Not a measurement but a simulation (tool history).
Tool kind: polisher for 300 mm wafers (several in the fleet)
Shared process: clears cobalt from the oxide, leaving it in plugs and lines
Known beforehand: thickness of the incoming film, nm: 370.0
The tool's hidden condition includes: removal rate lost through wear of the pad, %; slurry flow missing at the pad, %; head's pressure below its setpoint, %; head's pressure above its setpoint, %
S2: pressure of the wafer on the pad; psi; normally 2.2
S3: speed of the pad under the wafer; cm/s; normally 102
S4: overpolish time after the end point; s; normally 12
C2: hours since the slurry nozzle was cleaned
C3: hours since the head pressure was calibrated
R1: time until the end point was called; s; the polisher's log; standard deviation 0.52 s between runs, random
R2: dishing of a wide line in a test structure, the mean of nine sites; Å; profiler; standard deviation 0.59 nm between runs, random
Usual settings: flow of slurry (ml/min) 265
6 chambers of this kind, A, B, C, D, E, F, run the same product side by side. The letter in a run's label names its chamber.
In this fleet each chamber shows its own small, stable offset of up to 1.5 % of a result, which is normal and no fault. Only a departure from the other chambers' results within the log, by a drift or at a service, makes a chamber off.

run 1E hour=5.7 | flow_of_slurry_(ml/min)=265 S2=2.2 S3=102 S4=12 | wafers_polished_on_this_pad=939 C2=63.3 C3=304.5 | R1=53.922 R2=424.93
-- hour=11.5 chamber B: worn pad replaced by a new one
run 2F hour=12.9 | flow_of_slurry_(ml/min)=265 S2=2.2 S3=102 S4=12 | wafers_polished_on_this_pad=649 C2=653.2 C3=472.9 | R1=54.808 R2=428.47
-- hour=18.3 chamber E: worn pad replaced by a new one
run 3B hour=23.4 | flow_of_slurry_(ml/min)=265 S2=2.2 S3=102 S4=12 | wafers_polished_on_this_pad=71 C2=724.3 C3=219.3 | R1=54.602 R2=431.06
-- hour=26.4 chamber D: worn pad replaced by a new one
-- hour=28.9 chamber A: worn pad replaced by a new one
run 4D hour=35 | flow_of_slurry_(ml/min)=265 S2=2.2 S3=102 S4=12 | wafers_polished_on_this_pad=52 C2=635.8 C3=697.6 | R1=54.659 R2=426.4
run 5A hour=45.6 | flow_of_slurry_(ml/min)=265 S2=2.2 S3=102 S4=12 | wafers_polished_on_this_pad=100 C2=262.9 C3=203.8 | R1=54.327 R2=414.67
run 6C hour=51.5 | flow_of_slurry_(ml/min)=265 S2=2.2 S3=102 S4=12 | wafers_polished_on_this_pad=887 C2=195.5 C3=194.6 | R1=55.373 R2=424.65
run 7B hour=58.4 | flow_of_slurry_(ml/min)=265 S2=2.2 S3=102 S4=12 | wafers_polished_on_this_pad=281 C2=759.3 C3=254.3 | R1=54.884 R2=429.6
-- hour=64.6 chamber A: slurry nozzle cleaned
run 8F hour=71.2 | flow_of_slurry_(ml/min)=265 S2=2.2 S3=102 S4=12 | wafers_polished_on_this_pad=999 C2=711.5 C3=531.2 | R1=53.883 R2=433.63
run 9A hour=77.9 | flow_of_slurry_(ml/min)=265 S2=2.2 S3=102 S4=12 | wafers_polished_on_this_pad=293 C2=13.3 C3=236.1 | R1=53.389 R2=427.01
run 10D hour=84.5 | flow_of_slurry_(ml/min)=265 S2=2.2 S3=102 S4=12 | wafers_polished_on_this_pad=348 C2=685.3 C3=747.1 | R1=54.339 R2=422.89
-- hour=91.4 chamber B: worn pad replaced by a new one
run 11E hour=94.7 | flow_of_slurry_(ml/min)=265 S2=2.2 S3=102 S4=12 | wafers_polished_on_this_pad=458 C2=152.3 C3=393.5 | R1=53.672 R2=424.44
-- hour=103.5 chamber C: worn pad replaced by a new one
run 12C hour=104.1 | flow_of_slurry_(ml/min)=265 S2=2.2 S3=102 S4=12 | wafers_polished_on_this_pad=3 C2=248.1 C3=247.2 | R1=54.788 R2=420.97
-- hour=107.2 chamber F: worn pad replaced by a new one
run 13F hour=112.5 | flow_of_slurry_(ml/min)=265 S2=2.2 S3=114 S4=15 | wafers_polished_on_this_pad=32 C2=752.8 C3=572.5 | R1=48.831 R2=479.26
-- hour=117.5 chamber D: worn pad replaced by a new one
-- hour=122.9 chamber D: head pressure recalibrated
run 14A hour=123.8 | flow_of_slurry_(ml/min)=265 S2=2.2 S3=114 S4=15 | wafers_polished_on_this_pad=569 C2=59.2 C3=282 | R1=48.637 R2=484.93
run 15B hour=136.2 | flow_of_slurry_(ml/min)=265 S2=2.2 S3=114 S4=15 | wafers_polished_on_this_pad=268 C2=837.1 C3=332.1 | R1=49.319 R2=484.19
-- hour=140.2 chamber A: worn pad replaced by a new one
run 16E hour=144.5 | flow_of_slurry_(ml/min)=265 S2=2.2 S3=114 S4=15 | wafers_polished_on_this_pad=756 C2=202.1 C3=443.3 | R1=48.262 R2=465.71
-- hour=151.9 chamber F: slurry nozzle cleaned
run 17D hour=157.4 | flow_of_slurry_(ml/min)=265 S2=2.2 S3=114 S4=15 | wafers_polished_on_this_pad=239 C2=758.2 C3=34.6 | R1=48.794 R2=488.09
run 18C hour=166.4 | flow_of_slurry_(ml/min)=265 S2=2.2 S3=114 S4=15 | wafers_polished_on_this_pad=377 C2=310.4 C3=309.5 | R1=48.846 R2=470.57
-- hour=166.5 chamber E: worn pad replaced by a new one
run 19D hour=174.2 | flow_of_slurry_(ml/min)=265 S2=2.2 S3=102 S4=12 | wafers_polished_on_this_pad=340 C2=775 C3=51.4 | R1=53.298 R2=428.87
-- hour=181 chamber B: worn pad replaced by a new one
run 20C hour=183.4 | flow_of_slurry_(ml/min)=265 S2=2.2 S3=102 S4=6 | wafers_polished_on_this_pad=479 C2=327.4 C3=326.5 | R1=54.75 R2=280.2
run 21F hour=190.2 | flow_of_slurry_(ml/min)=265 S2=2.2 S3=102 S4=6 | wafers_polished_on_this_pad=498 C2=38.4 C3=650.2 | R1=55.078 R2=285.77
-- hour=190.7 chamber B: slurry nozzle cleaned
run 22E hour=202.7 | flow_of_slurry_(ml/min)=265 S2=2.2 S3=102 S4=6 | wafers_polished_on_this_pad=217 C2=260.3 C3=501.5 | R1=54.79 R2=286.2
run 23A hour=209.8 | flow_of_slurry_(ml/min)=265 S2=2.2 S3=102 S4=6 | wafers_polished_on_this_pad=417 C2=145.2 C3=368 | R1=53.677 R2=288.45
-- hour=213.8 chamber D: worn pad replaced by a new one
run 24B hour=219 | flow_of_slurry_(ml/min)=265 S2=2.2 S3=102 S4=6 | wafers_polished_on_this_pad=227 C2=28.3 C3=414.9 | R1=54.67 R2=298.33
run 25A hour=225.8 | flow_of_slurry_(ml/min)=265 S2=2.2 S3=102 S4=6 | wafers_polished_on_this_pad=513 C2=161.2 C3=384 | R1=53.451 R2=281.62
run 26D hour=231.5 | flow_of_slurry_(ml/min)=265 S2=2.2 S3=102 S4=12 | wafers_polished_on_this_pad=106 C2=832.3 C3=108.7 | R1=53.303 R2=437.11
run 27F hour=240.4 | flow_of_slurry_(ml/min)=265 S2=2.2 S3=102 S4=12 | wafers_polished_on_this_pad=799 C2=88.6 C3=700.4 | R1=54.075 R2=428.02
-- hour=245.9 chamber A: worn pad replaced by a new one
run 28E hour=248.4 | flow_of_slurry_(ml/min)=265 S2=2.2 S3=102 S4=12 | wafers_polished_on_this_pad=491 C2=306 C3=547.2 | R1=53.706 R2=427.43
run 29B hour=256.9 | flow_of_slurry_(ml/min)=265 S2=2.2 S3=102 S4=12 | wafers_polished_on_this_pad=455 C2=66.2 C3=452.8 | R1=54.851 R2=437.29
run 30C hour=263.8 | flow_of_slurry_(ml/min)=265 S2=2.2 S3=102 S4=12 | wafers_polished_on_this_pad=961 C2=407.8 C3=406.9 | R1=53.91 R2=421.9
-- hour=271.4 chamber B: worn pad replaced by a new one
run 31E hour=275.9 | flow_of_slurry_(ml/min)=265 S2=2.2 S3=102 S4=12 | wafers_polished_on_this_pad=656 C2=333.5 C3=574.7 | R1=54.473 R2=434.91
-- hour=277.5 chamber D: slurry nozzle cleaned
run 32A hour=285.6 | flow_of_slurry_(ml/min)=265 S2=2.2 S3=102 S4=12 | wafers_polished_on_this_pad=238 C2=221 C3=443.8 | R1=53.949 R2=428.49
run 33B hour=298.3 | flow_of_slurry_(ml/min)=265 S2=2.2 S3=102 S4=12 | wafers_polished_on_this_pad=161 C2=107.6 C3=494.2 | R1=54.676 R2=424.8
-- hour=306.5 chamber D: worn pad replaced by a new one
-- hour=307.5 chamber C: worn pad replaced by a new one
run 34F hour=309.9 | flow_of_slurry_(ml/min)=265 S2=2.2 S3=102 S4=12 | wafers_polished_on_this_pad=1215 C2=158.1 C3=769.9 | R1=54.533 R2=424.71
run 35D hour=321.3 | flow_of_slurry_(ml/min)=265 S2=2.2 S3=102 S4=12 | wafers_polished_on_this_pad=88 C2=43.9 C3=198.5 | R1=53.858 R2=435.16
-- hour=323.9 chamber E: worn pad replaced by a new one
-- hour=327.7 chamber E: head pressure recalibrated
-- hour=328.8 chamber F: worn pad replaced by a new one
run 36C hour=331.9 | flow_of_slurry_(ml/min)=265 S2=2.2 S3=102 S4=12 | wafers_polished_on_this_pad=146 C2=475.9 C3=475 | R1=54.758 R2=415.16
-- hour=342 chamber A: slurry nozzle cleaned
run 37E hour=343.8 | flow_of_slurry_(ml/min)=265 S2=2.2 S3=102 S4=12 | wafers_polished_on_this_pad=119 C2=401.4 C3=16.2 | R1=54.108 R2=431.09
run 38A hour=355.7 | flow_of_slurry_(ml/min)=265 S2=2.2 S3=102 S4=12 | wafers_polished_on_this_pad=658 C2=13.7 C3=513.9 | R1=53.773 R2=425.55
-- hour=359.3 chamber B: worn pad replaced by a new one
-- hour=367.4 chamber A: worn pad replaced by a new one
run 39F hour=368.3 | flow_of_slurry_(ml/min)=265 S2=2.2 S3=102 S4=12 | wafers_polished_on_this_pad=236 C2=216.5 C3=828.3 | R1=55.011 R2=421.59
-- hour=375.1 chamber B: head pressure recalibrated
run 40B hour=377.7 | flow_of_slurry_(ml/min)=265 S2=2.2 S3=102 S4=12 | wafers_polished_on_this_pad=110 C2=187 C3=2.7 | R1=55.796 R2=426.87
run 41C hour=388.9 | flow_of_slurry_(ml/min)=265 S2=2.2 S3=102 S4=12 | wafers_polished_on_this_pad=488 C2=532.9 C3=532 | R1=54.446 R2=422.81
-- hour=393.3 chamber D: worn pad replaced by a new one
run 42D hour=399.9 | flow_of_slurry_(ml/min)=265 S2=2.2 S3=102 S4=12 | wafers_polished_on_this_pad=39 C2=122.5 C3=277.1 | R1=54.661 R2=420.63
run 43A hour=407.2 | flow_of_slurry_(ml/min)=265 S2=2.2 S3=102 S4=12 | wafers_polished_on_this_pad=238 C2=65.2 C3=565.4 | R1=54.369 R2=427.17
run 44F hour=416.5 | flow_of_slurry_(ml/min)=230 S2=1.7 S3=102 S4=12 | wafers_polished_on_this_pad=525 C2=264.7 C3=876.5 | R1=71.227 R2=373.15

Is one chamber out of step, is the gauge drifting, or do the chambers differ by no more than their own small offsets? For an off chamber, give its letter and the likeliest cause.

No chamber stands off beyond its own small offset, and the gauge holds steady.

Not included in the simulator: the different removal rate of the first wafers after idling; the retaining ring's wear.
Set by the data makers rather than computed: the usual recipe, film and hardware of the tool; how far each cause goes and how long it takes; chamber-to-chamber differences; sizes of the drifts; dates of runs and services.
